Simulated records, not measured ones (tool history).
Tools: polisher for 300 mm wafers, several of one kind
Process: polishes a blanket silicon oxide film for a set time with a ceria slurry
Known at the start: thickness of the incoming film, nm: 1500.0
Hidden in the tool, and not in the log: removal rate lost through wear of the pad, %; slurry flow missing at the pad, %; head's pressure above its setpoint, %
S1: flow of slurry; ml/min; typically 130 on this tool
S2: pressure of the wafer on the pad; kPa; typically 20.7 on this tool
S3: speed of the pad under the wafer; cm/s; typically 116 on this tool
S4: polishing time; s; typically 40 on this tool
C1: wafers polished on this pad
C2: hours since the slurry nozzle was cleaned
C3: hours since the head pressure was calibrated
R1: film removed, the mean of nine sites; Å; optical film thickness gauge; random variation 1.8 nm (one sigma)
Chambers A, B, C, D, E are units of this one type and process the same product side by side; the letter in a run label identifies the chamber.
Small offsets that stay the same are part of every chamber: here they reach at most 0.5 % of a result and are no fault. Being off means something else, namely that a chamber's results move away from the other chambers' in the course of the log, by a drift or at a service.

| run | hour | S1 | S2 | S3 | S4 | C1 | C2 | C3 | R1 |
|---|---|---|---|---|---|---|---|---|---|
|  | 0.2 | chamber E: worn pad replaced by a new one |
| 1D | 6.8 | 130 | 20.7 | 116 | 40 | 391 | 191.7 | 303.5 | 1742.8 |
| 2A | 10.2 | 130 | 20.7 | 116 | 40 | 642 | 127.2 | 155.9 | 1742.4 |
|  | 13.2 | chamber D: slurry nozzle cleaned |
|  | 13.3 | chamber B: worn pad replaced by a new one |
| 3B | 14.2 | 130 | 20.7 | 116 | 40 | 13 | 338.3 | 568.1 | 1750.3 |
| 4C | 18.2 | 130 | 20.7 | 116 | 40 | 445 | 414.7 | 239.1 | 1766.8 |
|  | 18.8 | chamber A: worn pad replaced by a new one |
| 5E | 24.7 | 130 | 20.7 | 116 | 40 | 345 | 25.5 | 406.4 | 1733.1 |
|  | 30.6 | chamber B: slurry nozzle cleaned |
| 6E | 31.4 | 130 | 20.7 | 116 | 40 | 440 | 32.2 | 413.1 | 1741.1 |
| 7A | 34.3 | 130 | 20.7 | 116 | 40 | 219 | 151.3 | 180 | 1719.2 |
| 8B | 39.4 | 130 | 20.7 | 116 | 40 | 368 | 8.9 | 593.3 | 1791.2 |
| 9D | 44 | 130 | 20.7 | 116 | 40 | 915 | 30.8 | 340.7 | 1736.1 |
|  | 45.2 | chamber D: worn pad replaced by a new one |
| 10C | 49 | 130 | 20.7 | 116 | 40 | 879 | 445.5 | 269.9 | 1728.9 |
| 11E | 55.1 | 130 | 17.9 | 116 | 46 | 774 | 55.9 | 436.8 | 1783.2 |
| 12B | 58.3 | 130 | 17.9 | 116 | 46 | 634 | 27.8 | 612.2 | 1766.3 |
| 13D | 64.6 | 130 | 17.9 | 116 | 46 | 274 | 51.4 | 361.3 | 1744.7 |
| 14C | 68.8 | 130 | 17.9 | 116 | 46 | 1158 | 465.3 | 289.7 | 1731.9 |
| 15A | 74.9 | 130 | 17.9 | 116 | 46 | 791 | 191.9 | 220.6 | 1732.5 |
| 16D | 79.9 | 130 | 20.7 | 116 | 40 | 490 | 66.7 | 376.6 | 1770.7 |
| 17C | 83.4 | 130 | 20.7 | 116 | 40 | 1364 | 479.9 | 304.3 | 1823 |
|  | 88 | chamber A: worn pad replaced by a new one |
| 18A | 88.6 | 130 | 20.7 | 116 | 40 | 8 | 205.6 | 234.3 | 1751.1 |
|  | 90 | chamber C: slurry nozzle cleaned |
| 19E | 92.1 | 130 | 20.7 | 116 | 40 | 1295 | 92.9 | 473.8 | 1747.3 |
|  | 93.2 | chamber B: worn pad replaced by a new one |
|  | 94.1 | chamber C: worn pad replaced by a new one |
| 20B | 95.6 | 130 | 20.7 | 116 | 40 | 35 | 65.1 | 649.5 | 1769.3 |
|  | 100.2 | chamber D: worn pad replaced by a new one |
| 21B | 101.5 | 130 | 20.7 | 142 | 28 | 118 | 71 | 655.4 | 1510.3 |
| 22A | 106.4 | 130 | 20.7 | 142 | 28 | 259 | 223.4 | 252.1 | 1479.5 |
| 23C | 110.6 | 130 | 20.7 | 142 | 28 | 233 | 20.7 | 331.5 | 1537.7 |
|  | 114.2 | chamber E: worn pad replaced by a new one |
| 24E | 115.8 | 130 | 20.7 | 142 | 28 | 23 | 116.6 | 497.5 | 1506.3 |
|  | 119.6 | chamber B: head pressure recalibrated |
| 25D | 121.9 | 130 | 20.7 | 142 | 28 | 307 | 108.7 | 418.6 | 1490 |
| 26B | 125.6 | 130 | 20.7 | 116 | 40 | 457 | 95.1 | 6.1 | 1753.1 |
| 27D | 129.4 | 130 | 20.7 | 116 | 40 | 412 | 116.2 | 426.1 | 1742 |
| 28A | 132.5 | 130 | 20.7 | 116 | 40 | 627 | 249.5 | 278.2 | 1756.2 |
| 29E | 136.7 | 130 | 20.7 | 116 | 40 | 317 | 137.5 | 518.4 | 1754.5 |
| 30C | 142.1 | 130 | 20.7 | 116 | 40 | 677 | 52.2 | 363 | 1861.8 |
| 31A | 145.7 | 130 | 20.7 | 116 | 40 | 813 | 262.7 | 291.4 | 1733.6 |
| 32D | 151.3 | 130 | 20.7 | 116 | 40 | 721 | 138.1 | 448 | 1745.3 |
|  | 153.6 | chamber A: worn pad replaced by a new one |
|  | 154 | chamber D: worn pad replaced by a new one |
| 33C | 156 | 130 | 20.7 | 116 | 40 | 873 | 66.1 | 376.9 | 1858.3 |
| 34E | 160.3 | 130 | 20.7 | 116 | 40 | 650 | 161.1 | 542 | 1706.5 |
| 35B | 165.5 | 130 | 20.7 | 116 | 40 | 1020 | 135 | 46 | 1747.5 |
| 36D | 170.3 | 130 | 20.7 | 116 | 40 | 230 | 157.1 | 467 | 1752 |
| 37C | 176.4 | 130 | 20.7 | 116 | 40 | 1161 | 86.5 | 397.3 | 1959.2 |
| 38A | 180 | 130 | 20.7 | 116 | 40 | 372 | 297 | 325.7 | 1719.3 |

Decide between three cases: one chamber stands off from its peers, the gauge reading all wafers drifts, or nothing is wrong past each chamber's small offset. Where a chamber is off, say which and what most likely put it there.

It is chamber C that slowly wanders off from its peers.
Most likely cause: head's pressure above its setpoint, % = 9.23.

Here are 4 candidates for chamber C's next run, each the usual settings with a change, their results left as question marks. Which one brings its results back in line with what the others give on the usual settings?
A result is in line if it is within this distance of the other chambers' mean on the usual settings: R1 64 Å
| 39C-1 | 184.9 | 130 | 20 | 112 | 39 |  |  |  | ? |
| 39C-2 | 184.9 | 130 | 20.7 | 118 | 40 |  |  |  | ? |
| 39C-3 | 184.9 | 130 | 20 | 116 | 40 |  |  |  | ? |
| 39C-4 | 184.9 | 130 | 22.8 | 116 | 40 |  |  |  | ? |

Mean of the other chambers on the usual settings: R1 1745 Å
| run | R1 |
|---|---|
| 39C-1 | 1741.2 |
| 39C-2 | 1944.4 |
| 39C-3 | 1848.7 |
| 39C-4 | 2101.7 |
39C-1 is the one that brings the chamber's results back in line with the other chambers.
